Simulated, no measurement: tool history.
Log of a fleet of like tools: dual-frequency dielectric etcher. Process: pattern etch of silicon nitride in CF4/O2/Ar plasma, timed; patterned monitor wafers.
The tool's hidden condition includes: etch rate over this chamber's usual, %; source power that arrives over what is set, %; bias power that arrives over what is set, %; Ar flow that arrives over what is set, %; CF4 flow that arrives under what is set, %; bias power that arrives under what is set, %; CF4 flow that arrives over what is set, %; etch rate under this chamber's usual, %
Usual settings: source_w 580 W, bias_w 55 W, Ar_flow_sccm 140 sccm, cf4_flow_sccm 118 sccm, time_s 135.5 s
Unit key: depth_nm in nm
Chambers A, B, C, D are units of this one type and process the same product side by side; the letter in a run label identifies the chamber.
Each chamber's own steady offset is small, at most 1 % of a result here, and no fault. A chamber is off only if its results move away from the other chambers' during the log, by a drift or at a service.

run   hour  source_w  bias_w  Ar_flow_sccm  cf4_flow_sccm  time_s  hours since the last wet clean  hours since the last source power generator calibration  hours since the last bias power generator calibration  hours since the last Ar flow controller change  hours since the last CF4 flow controller change  read-back reference wafer on the same gauge, depth_nm  depth_nm
 1A    3.8       580      55           140            118   135.5                           410.4                                                    686.3                                                 1572.3                                          2892.7                                           1585.4                                                 319.04    294.92
 2D    7.5       580      55           140            118   135.5                            83.4                                                    195.6                                                 3945.8                                          2049.8                                           1157.2                                                 318.91    296.26
 3B   11.4       580      55           140            118   135.5                           491.9                                                   1726.1                                                  323.8                                            1772                                           1304.2                                                 318.83    297.58
 4C     15       580      55           140            118   135.5                             151                                                   3315.5                                                    404                                          4533.2                                             4026                                                 318.89    295.59
      16.2  -- chamber B: wet clean of the chamber
 5C   19.5       580      55           140            118   135.5                           155.5                                                     3320                                                  408.5                                          4537.7                                           4030.5                                                 318.78    295.33
 6D   22.7       580      55           140            118   135.5                            98.6                                                    210.8                                                   3961                                            2065                                           1172.4                                                 318.65    295.88
 7B   26.3       580      55           140            118   135.5                            10.2                                                     1741                                                  338.7                                          1786.9                                           1319.1                                                 318.65    296.58
 8A   30.6       580      55           140            118   135.5                           437.2                                                    713.1                                                 1599.1                                          2919.5                                           1612.2                                                 318.54     294.6
 9C   35.5       580      55           140            118   135.5                           171.5                                                     3336                                                  424.5                                          4553.7                                           4046.5                                                  318.4    295.51
10D   39.6       580      49           140            118   135.5                           115.5                                                    227.7                                                 3977.9                                          2081.9                                           1189.3                                                 318.41    283.05
11A   42.2       580      49           140            118   135.5                           448.8                                                    724.7                                                 1610.7                                          2931.1                                           1623.8                                                 318.44    281.72
12B   46.7       580      49           140            118   135.5                            30.6                                                   1761.4                                                  359.1                                          1807.3                                           1339.5                                                 318.39    284.69
13B   49.3       580      49           140            118   135.5                            33.2                                                     1764                                                  361.7                                          1809.9                                           1342.1                                                 318.17     283.4
14D   53.1       580      42           162            118   135.5                             129                                                    241.2                                                 3991.4                                          2095.4                                           1202.8                                                 318.28    261.32
15C   56.6       580      42           162            118   135.5                           192.6                                                   3357.1                                                  445.6                                          4574.8                                           4067.6                                                 318.14    260.69
16A   59.6       580      42           162            118   135.5                           466.2                                                    742.1                                                 1628.1                                          2948.5                                           1641.2                                                  318.2    260.76
17A   62.8       580      42           162            118   135.5                           469.4                                                    745.3                                                 1631.3                                          2951.7                                           1644.4                                                 318.15    260.33
18B   66.3       580      55           140            118   135.5                            50.2                                                     1781                                                  378.7                                          1826.9                                           1359.1                                                 317.93    296.47
19C   69.5       580      55           140            118   135.5                           205.5                                                     3370                                                  458.5                                          4587.7                                           4080.5                                                 318.04    295.56
20D   72.8       580      55           140            118   135.5                           148.7                                                    260.9                                                 4011.1                                          2115.1                                           1222.5                                                 318.03    294.11
21B   75.7       580      55           140            118   135.5                            59.6                                                   1790.4                                                  388.1                                          1836.3                                           1368.5                                                 317.71    296.74
22A   80.6       580      55           140            118   135.5                           487.2                                                    763.1                                                 1649.1                                          2969.5                                           1662.2                                                 317.67    294.08
23C   84.1       580      64           140            118   104.5                           220.1                                                   3384.6                                                  473.1                                          4602.3                                           4095.1                                                 317.61    240.76
24D   86.4       580      64           140            118   104.5                           162.3                                                    274.5                                                 4024.7                                          2128.7                                           1236.1                                                 317.65    240.61
25A   90.7       580      64           140            118   104.5                           497.3                                                    773.2                                                 1659.2                                          2979.6                                           1672.3                                                 317.68    240.28
26D   94.8       580      64           140            118   104.5                           170.7                                                    282.9                                                 4033.1                                          2137.1                                           1244.5                                                 317.57    239.93
27B     97       580      55           140            118   135.5                            80.9                                                   1811.7                                                  409.4                                          1857.6                                           1389.8                                                 317.59    296.49
28C    101       580      55           140            118   135.5                             237                                                   3401.5                                                    490                                          4619.2                                             4112                                                 317.48    294.64
29D  104.1       580      55           140            118   135.5                             180                                                    292.2                                                 4042.4                                          2146.4                                           1253.8                                                 317.39    294.57
     106.5  -- chamber A: wet clean of the chamber
30C  108.7       580      55           140            118   135.5                           244.7                                                   3409.2                                                  497.7                                          4626.9                                           4119.7                                                 317.37    294.94
31A  111.9       490      55           140            118   153.5                             5.4                                                    794.4                                                 1680.4                                          3000.8                                           1693.5                                                 317.37    287.46
32B  114.4       490      55           140            118   153.5                            98.3                                                   1829.1                                                  426.8                                            1875                                           1407.2                                                  317.2       290
33A    119       490      55           140            118   153.5                            12.5                                                    801.5                                                 1687.5                                          3007.9                                           1700.6                                                  317.3    286.58
34D    122       490      55           140            118   153.5                           197.9                                                    310.1                                                 4060.3                                          2164.3                                           1271.7                                                 317.17    286.79
35C  124.5       580      55           140            118   135.5                           260.5                                                     3425                                                  513.5                                          4642.7                                           4135.5                                                 317.31    293.78
36B  129.4       580      55           140            118   135.5                           113.3                                                   1844.1                                                  441.8                                            1890                                           1422.2                                                 316.89    296.16
37A  132.2       580      55           140            118   135.5                            25.7                                                    814.7                                                 1700.7                                          3021.1                                           1713.8                                                 316.97    292.68
38D  136.7       580      55           140            118   135.5                           212.6                                                    324.8                                                   4075                                            2179                                           1286.4                                                 316.92    293.88

The same settings go to every chamber for the next run, one line per chamber below. Forecast the results for each:
39A  140.3       580      55           140            118     109                                                                                                                                                                                                                                                                                                                 ?
39B  140.3       580      55           140            118     109                                                                                                                                                                                                                                                                                                                 ?
39C  140.3       580      55           140            118     109                                                                                                                                                                                                                                                                                                                 ?
39D  140.3       580      55           140            118     109                                                                                                                                                                                                                                                                                                                 ?

run  depth_nm
39A    236.07
39B    238.24
39C    235.96
39D    235.52
